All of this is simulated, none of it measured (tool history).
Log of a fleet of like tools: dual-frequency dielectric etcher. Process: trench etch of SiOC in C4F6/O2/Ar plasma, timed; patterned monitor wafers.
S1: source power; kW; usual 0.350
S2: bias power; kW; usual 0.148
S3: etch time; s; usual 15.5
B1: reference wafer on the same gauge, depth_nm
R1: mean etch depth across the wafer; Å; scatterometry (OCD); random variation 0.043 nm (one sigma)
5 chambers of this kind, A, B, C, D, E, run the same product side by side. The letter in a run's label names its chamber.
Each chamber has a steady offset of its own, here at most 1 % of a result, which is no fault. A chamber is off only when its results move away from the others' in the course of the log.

| run | day | S1 | S2 | S3 | B1 | R1 |
|---|---|---|---|---|---|---|
| 1B | 0.400 | 0.350 | 0.148 | 15.5 | 26.304 | 290.43 |
| 2C | 0.642 | 0.350 | 0.148 | 15.5 | 26.286 | 288.71 |
| 3E | 1.000 | 0.350 | 0.148 | 15.5 | 26.280 | 286.58 |
| 4D | 1.312 | 0.350 | 0.148 | 15.5 | 26.281 | 288.06 |
| 5A | 1.667 | 0.350 | 0.148 | 15.5 | 26.284 | 285.46 |
| 6E | 1.921 | 0.350 | 0.148 | 15.5 | 26.264 | 285.94 |
| 7A | 2.117 | 0.350 | 0.148 | 15.5 | 26.264 | 285.75 |
| 8D | 2.383 | 0.350 | 0.126 | 15.5 | 26.267 | 275.58 |
| 9C | 2.638 | 0.350 | 0.126 | 15.5 | 26.259 | 273.77 |
| 10B | 2.875 | 0.350 | 0.126 | 15.5 | 26.270 | 275.20 |
| 11C | 3.117 | 0.350 | 0.126 | 15.5 | 26.258 | 274.18 |
| 12A | 3.458 | 0.350 | 0.126 | 15.5 | 26.241 | 271.78 |
| 13B | 3.858 | 0.350 | 0.148 | 15.5 | 26.237 | 289.61 |
| 14D | 4.221 | 0.350 | 0.148 | 15.5 | 26.237 | 288.02 |
|  | 4.296 | chamber E: source power generator calibrated |
|  | 4.512 | chamber E: bias power generator calibrated |
| 15E | 4.567 | 0.350 | 0.148 | 15.5 | 26.232 | 286.69 |
| 16B | 4.771 | 0.350 | 0.148 | 15.5 | 26.231 | 289.11 |
|  | 4.904 | chamber D: wet clean of the chamber |
| 17A | 4.962 | 0.350 | 0.148 | 15.5 | 26.219 | 286.11 |
| 18C | 5.242 | 0.350 | 0.148 | 15.5 | 26.229 | 286.74 |
| 19E | 5.446 | 0.350 | 0.148 | 15.5 | 26.218 | 285.94 |
| 20D | 5.679 | 0.400 | 0.129 | 15.5 | 26.211 | 291.76 |
| 21A | 5.946 | 0.400 | 0.129 | 15.5 | 26.207 | 289.14 |
| 22D | 6.142 | 0.400 | 0.129 | 15.5 | 26.199 | 291.10 |
| 23C | 6.504 | 0.400 | 0.129 | 15.5 | 26.193 | 290.87 |
| 24B | 6.854 | 0.400 | 0.129 | 15.5 | 26.193 | 292.75 |
| 25E | 7.088 | 0.350 | 0.148 | 15.5 | 26.186 | 285.83 |
| 26B | 7.462 | 0.350 | 0.148 | 15.5 | 26.181 | 289.08 |
| 27C | 7.808 | 0.350 | 0.148 | 15.5 | 26.177 | 286.91 |
| 28A | 8.088 | 0.350 | 0.148 | 15.5 | 26.167 | 284.54 |
| 29D | 8.304 | 0.390 | 0.148 | 15.5 | 26.170 | 299.86 |
| 30E | 8.612 | 0.390 | 0.148 | 15.5 | 26.177 | 297.69 |
| 31E | 8.988 | 0.390 | 0.148 | 15.5 | 26.165 | 298.50 |
| 32A | 9.396 | 0.390 | 0.148 | 15.5 | 26.161 | 297.66 |
| 33B | 9.662 | 0.390 | 0.148 | 15.5 | 26.158 | 301.34 |
| 34C | 10.004 | 0.350 | 0.148 | 15.5 | 26.138 | 286.70 |
| 35D | 10.217 | 0.350 | 0.148 | 15.5 | 26.143 | 287.41 |

All 5 chambers run these settings next. Forecast each chamber's results:
| 36A | 10.529 | 0.350 | 0.148 | 12.5 |  | ? |
| 36B | 10.529 | 0.350 | 0.148 | 12.5 |  | ? |
| 36C | 10.529 | 0.350 | 0.148 | 12.5 |  | ? |
| 36D | 10.529 | 0.350 | 0.148 | 12.5 |  | ? |
| 36E | 10.529 | 0.350 | 0.148 | 12.5 |  | ? |

| run | R1 |
|---|---|
| 36A | 229.72 |
| 36B | 232.35 |
| 36C | 230.92 |
| 36D | 231.49 |
| 36E | 230.15 |
